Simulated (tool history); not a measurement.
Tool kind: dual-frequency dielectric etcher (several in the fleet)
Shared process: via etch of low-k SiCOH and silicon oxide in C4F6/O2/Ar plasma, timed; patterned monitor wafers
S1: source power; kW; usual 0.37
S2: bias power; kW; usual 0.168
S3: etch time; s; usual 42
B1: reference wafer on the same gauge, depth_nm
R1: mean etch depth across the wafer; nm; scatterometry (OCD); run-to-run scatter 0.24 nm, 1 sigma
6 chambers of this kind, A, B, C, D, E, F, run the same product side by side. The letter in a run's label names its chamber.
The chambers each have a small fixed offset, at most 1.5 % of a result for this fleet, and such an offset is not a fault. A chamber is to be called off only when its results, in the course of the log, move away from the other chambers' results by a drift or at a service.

run 1C hour=12.8 | S1=0.37 S2=0.168 S3=42 | B1=119.9 | R1=104.47
run 2A hour=26.2 | S1=0.37 S2=0.168 S3=42 | B1=119.99 | R1=102.9
run 3E hour=34.8 | S1=0.37 S2=0.168 S3=42 | B1=119.91 | R1=103.65
-- hour=48.6 chamber D: wet clean of the chamber
run 4D hour=50 | S1=0.37 S2=0.168 S3=42 | B1=119.99 | R1=105.06
run 5F hour=64 | S1=0.37 S2=0.168 S3=42 | B1=119.96 | R1=105.24
run 6B hour=76.6 | S1=0.37 S2=0.168 S3=42 | B1=119.97 | R1=103.67
run 7B hour=84.1 | S1=0.37 S2=0.168 S3=42 | B1=120.1 | R1=103.5
run 8C hour=92.9 | S1=0.37 S2=0.168 S3=42 | B1=119.95 | R1=104.44
-- hour=100.7 chamber B: wet clean of the chamber
run 9F hour=107.2 | S1=0.37 S2=0.168 S3=42 | B1=120.01 | R1=105.02
run 10E hour=119.5 | S1=0.37 S2=0.168 S3=42 | B1=119.96 | R1=103.75
run 11A hour=129.7 | S1=0.37 S2=0.168 S3=42 | B1=119.99 | R1=102.82
run 12D hour=144.6 | S1=0.37 S2=0.168 S3=42 | B1=120.05 | R1=104.52
run 13A hour=154.6 | S1=0.37 S2=0.168 S3=42 | B1=120 | R1=102.63
run 14C hour=164.8 | S1=0.37 S2=0.168 S3=42 | B1=120.02 | R1=104.57
run 15B hour=172 | S1=0.37 S2=0.168 S3=42 | B1=120.04 | R1=103.95
run 16F hour=183.6 | S1=0.31 S2=0.168 S3=42 | B1=120.04 | R1=98.081
run 17E hour=198.5 | S1=0.31 S2=0.168 S3=42 | B1=120.02 | R1=96.584
run 18D hour=205.2 | S1=0.31 S2=0.168 S3=42 | B1=120.02 | R1=97.515
run 19C hour=216.6 | S1=0.31 S2=0.168 S3=42 | B1=120 | R1=97.448
-- hour=222.1 chamber C: wet clean of the chamber
run 20F hour=227.2 | S1=0.31 S2=0.168 S3=42 | B1=119.99 | R1=98.149
run 21A hour=234.4 | S1=0.31 S2=0.168 S3=42 | B1=119.95 | R1=95.926
run 22B hour=249.3 | S1=0.37 S2=0.168 S3=42 | B1=120.06 | R1=104.11
run 23E hour=256.2 | S1=0.34 S2=0.168 S3=46.5 | B1=119.96 | R1=110.56
-- hour=260.9 chamber A: wet clean of the chamber
run 24D hour=263.1 | S1=0.34 S2=0.168 S3=46.5 | B1=119.99 | R1=112.04
run 25E hour=277.8 | S1=0.34 S2=0.168 S3=46.5 | B1=120.06 | R1=110.79
run 26D hour=292.4 | S1=0.34 S2=0.168 S3=46.5 | B1=120.05 | R1=112.65
run 27A hour=301.7 | S1=0.34 S2=0.168 S3=46.5 | B1=119.95 | R1=107.79
run 28C hour=308.5 | S1=0.34 S2=0.168 S3=46.5 | B1=120.01 | R1=112.28
run 29B hour=320.9 | S1=0.37 S2=0.168 S3=42 | B1=120.07 | R1=103.49
run 30F hour=332.4 | S1=0.37 S2=0.168 S3=42 | B1=120.01 | R1=104.55
run 31A hour=346.2 | S1=0.37 S2=0.168 S3=42 | B1=119.98 | R1=100
run 32D hour=356.1 | S1=0.37 S2=0.168 S3=42 | B1=119.97 | R1=104.54
-- hour=356.9 chamber C: bias power generator calibrated
run 33B hour=371.5 | S1=0.37 S2=0.168 S3=42 | B1=120.05 | R1=103.47
run 34F hour=380.3 | S1=0.37 S2=0.168 S3=42 | B1=120.02 | R1=104.68
run 35C hour=389.6 | S1=0.37 S2=0.168 S3=42 | B1=120.05 | R1=104.57
run 36E hour=403.1 | S1=0.37 S2=0.168 S3=42 | B1=120.04 | R1=103.41
run 37E hour=417.7 | S1=0.37 S2=0.168 S3=42 | B1=119.97 | R1=104.06
-- hour=424.8 chamber F: wet clean of the chamber
run 38C hour=432.2 | S1=0.34 S2=0.168 S3=47 | B1=119.98 | R1=113.2
run 39F hour=444.7 | S1=0.34 S2=0.168 S3=47 | B1=120.02 | R1=114.07

Decide between three cases: one chamber stands off from its peers, the gauge reading all wafers drifts, or nothing is wrong past each chamber's small offset. Where a chamber is off, say which and what most likely put it there.

A service on chamber A put it out of line with the rest.
Cause: etch rate under this chamber's usual, % = 2.48.

Here are 4 candidates for chamber A's next run, each the usual settings with a change, their results left as question marks. Which one brings its results back in line with what the others give on the usual settings?
Maximum distance from the other chambers' mean on the usual settings for a result to count as in line: R1 0.85 nm
run 40A-1 hour=455.8 | S1=0.37 S2=0.189 S3=42 | R1=?
run 40A-2 hour=455.8 | S1=0.39 S2=0.168 S3=42 | R1=?
run 40A-3 hour=455.8 | S1=0.36 S2=0.164 S3=42 | R1=?
run 40A-4 hour=455.8 | S1=0.37 S2=0.168 S3=40.5 | R1=?

What the other chambers average on the usual settings: R1 104.34 nm
run=40A-1 R1=103.93
run=40A-2 R1=102.29
run=40A-3 R1=98.364
run=40A-4 R1=96.601
The answer is 40A-1, which returns the chamber to within the allowed miss of the others.

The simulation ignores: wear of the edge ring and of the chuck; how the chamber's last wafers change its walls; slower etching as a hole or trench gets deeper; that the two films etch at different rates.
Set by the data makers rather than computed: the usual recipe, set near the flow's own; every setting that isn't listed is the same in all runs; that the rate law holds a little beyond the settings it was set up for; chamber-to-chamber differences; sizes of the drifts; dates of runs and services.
